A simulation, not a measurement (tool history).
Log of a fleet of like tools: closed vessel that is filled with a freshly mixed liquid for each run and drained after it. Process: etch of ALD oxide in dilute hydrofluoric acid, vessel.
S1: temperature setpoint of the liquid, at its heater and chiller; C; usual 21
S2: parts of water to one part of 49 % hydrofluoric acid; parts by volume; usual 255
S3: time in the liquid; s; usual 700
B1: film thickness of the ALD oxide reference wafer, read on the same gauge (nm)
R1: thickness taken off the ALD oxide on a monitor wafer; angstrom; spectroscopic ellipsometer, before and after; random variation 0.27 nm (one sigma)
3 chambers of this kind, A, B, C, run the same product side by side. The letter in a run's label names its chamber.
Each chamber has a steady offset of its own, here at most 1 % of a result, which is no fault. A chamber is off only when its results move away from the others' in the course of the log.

Run 1C, hour 2.7: usual settings; B1 60.005. Result: R1 463.11 angstrom.
Run 2B, hour 6.8: usual settings; B1 60.004. Result: R1 462 angstrom.
Run 3A, hour 12: usual settings; B1 60.026. Result: R1 465.45 angstrom.
Run 4B, hour 17.6: usual settings; B1 60. Result: R1 461.94 angstrom.
Run 5A, hour 22.1: usual settings; B1 60.012. Result: R1 461.56 angstrom.
Run 6C, hour 26.8: usual settings but S1 19 C; B1 59.988. Result: R1 432.94 angstrom.
Run 7C, hour 29.4: usual settings but S1 19 C; B1 60.002. Result: R1 433.61 angstrom.
Run 8B, hour 34.9: usual settings but S1 19 C; B1 59.994. Result: R1 430.59 angstrom.
Run 9A, hour 40.4: usual settings; B1 60.002. Result: R1 459.81 angstrom.
Run 10B, hour 43.2: usual settings but S1 22.5 C; B1 59.986. Result: R1 480.81 angstrom.
Run 11C, hour 47: usual settings but S1 22.5 C; B1 59.981. Result: R1 483.31 angstrom.
Run 12A, hour 51: usual settings but S1 22.5 C; B1 60.005. Result: R1 489.13 angstrom.
Run 13A, hour 54.2: usual settings; B1 59.991. Result: R1 460.95 angstrom.
At hour 56: chamber B: hydrofluoric acid flow meter replaced.
Run 14C, hour 57.4: usual settings; B1 59.994. Result: R1 460.55 angstrom.
Run 15B, hour 61.9: usual settings; B1 60.009. Result: R1 467.5 angstrom.
Run 16A, hour 65.5: usual settings; B1 60.01. Result: R1 464.29 angstrom.
Run 17C, hour 69.3: usual settings; B1 59.976. Result: R1 464.12 angstrom.
Run 18B, hour 73.5: usual settings; B1 59.99. Result: R1 463.63 angstrom.
Run 19A, hour 79.2: usual settings; B1 59.979. Result: R1 461.89 angstrom.
Run 20C, hour 83.6: usual settings; B1 60.011. Result: R1 465.58 angstrom.
Run 21B, hour 88.7: usual settings; B1 60.011. Result: R1 461.06 angstrom.
Run 22C, hour 91.3: usual settings; B1 59.993. Result: R1 470.1 angstrom.
Run 23B, hour 96: usual settings; B1 59.988. Result: R1 456.11 angstrom.
Run 24A, hour 99.2: usual settings; B1 59.998. Result: R1 463.41 angstrom.
Run 25B, hour 103.5: usual settings; B1 60.006. Result: R1 465.34 angstrom.
Run 26C, hour 107.1: usual settings; B1 59.993. Result: R1 472.19 angstrom.
Run 27A, hour 112: usual settings; B1 59.972. Result: R1 466.04 angstrom.
Run 28A, hour 114.9: usual settings; B1 59.993. Result: R1 461.65 angstrom.
Run 29B, hour 118.4: usual settings; B1 60.004. Result: R1 460.88 angstrom.
Run 30C, hour 123.3: usual settings; B1 59.995. Result: R1 478.4 angstrom.
Run 31B, hour 126.4: usual settings; B1 59.997. Result: R1 463.41 angstrom.
Run 32A, hour 130.4: usual settings but S3 970 s; B1 60.005. Result: R1 645.69 angstrom.
Run 33C, hour 135.4: usual settings but S3 970 s; B1 59.983. Result: R1 675.25 angstrom.
Run 34C, hour 140.7: usual settings but S3 970 s; B1 59.999. Result: R1 672.6 angstrom.
Run 35A, hour 145.1: usual settings; B1 59.993. Result: R1 463.46 angstrom.
Run 36B, hour 148.4: usual settings; B1 59.99. Result: R1 467.3 angstrom.
Run 37C, hour 153.3: usual settings; B1 60.008. Result: R1 488.64 angstrom.
Run 38B, hour 158.4: usual settings; B1 60.005. Result: R1 463.44 angstrom.
Run 39A, hour 163.9: usual settings; B1 59.988. Result: R1 463.19 angstrom.
Run 40B, hour 166.8: usual settings; B1 60.025. Result: R1 469.13 angstrom.
Run 41A, hour 169.8: usual settings; B1 60.002. Result: R1 462.14 angstrom.
Run 42C, hour 172.9: usual settings; B1 59.995. Result: R1 505.63 angstrom.
Run 43A, hour 176.3: usual settings; B1 60.011. Result: R1 460.57 angstrom.
Run 44C, hour 180.1: usual settings; B1 60.005. Result: R1 501.87 angstrom.

All 3 chambers run these settings next. Forecast each chamber's results:
Run 45A, hour 184.2: usual settings but S1 17 C. Result: R1 ?.
Run 45B, hour 184.2: usual settings but S1 17 C. Result: R1 ?.
Run 45C, hour 184.2: usual settings but S1 17 C. Result: R1 ?.

run      R1
45A  395.31
45B  397.34
45C  434.62

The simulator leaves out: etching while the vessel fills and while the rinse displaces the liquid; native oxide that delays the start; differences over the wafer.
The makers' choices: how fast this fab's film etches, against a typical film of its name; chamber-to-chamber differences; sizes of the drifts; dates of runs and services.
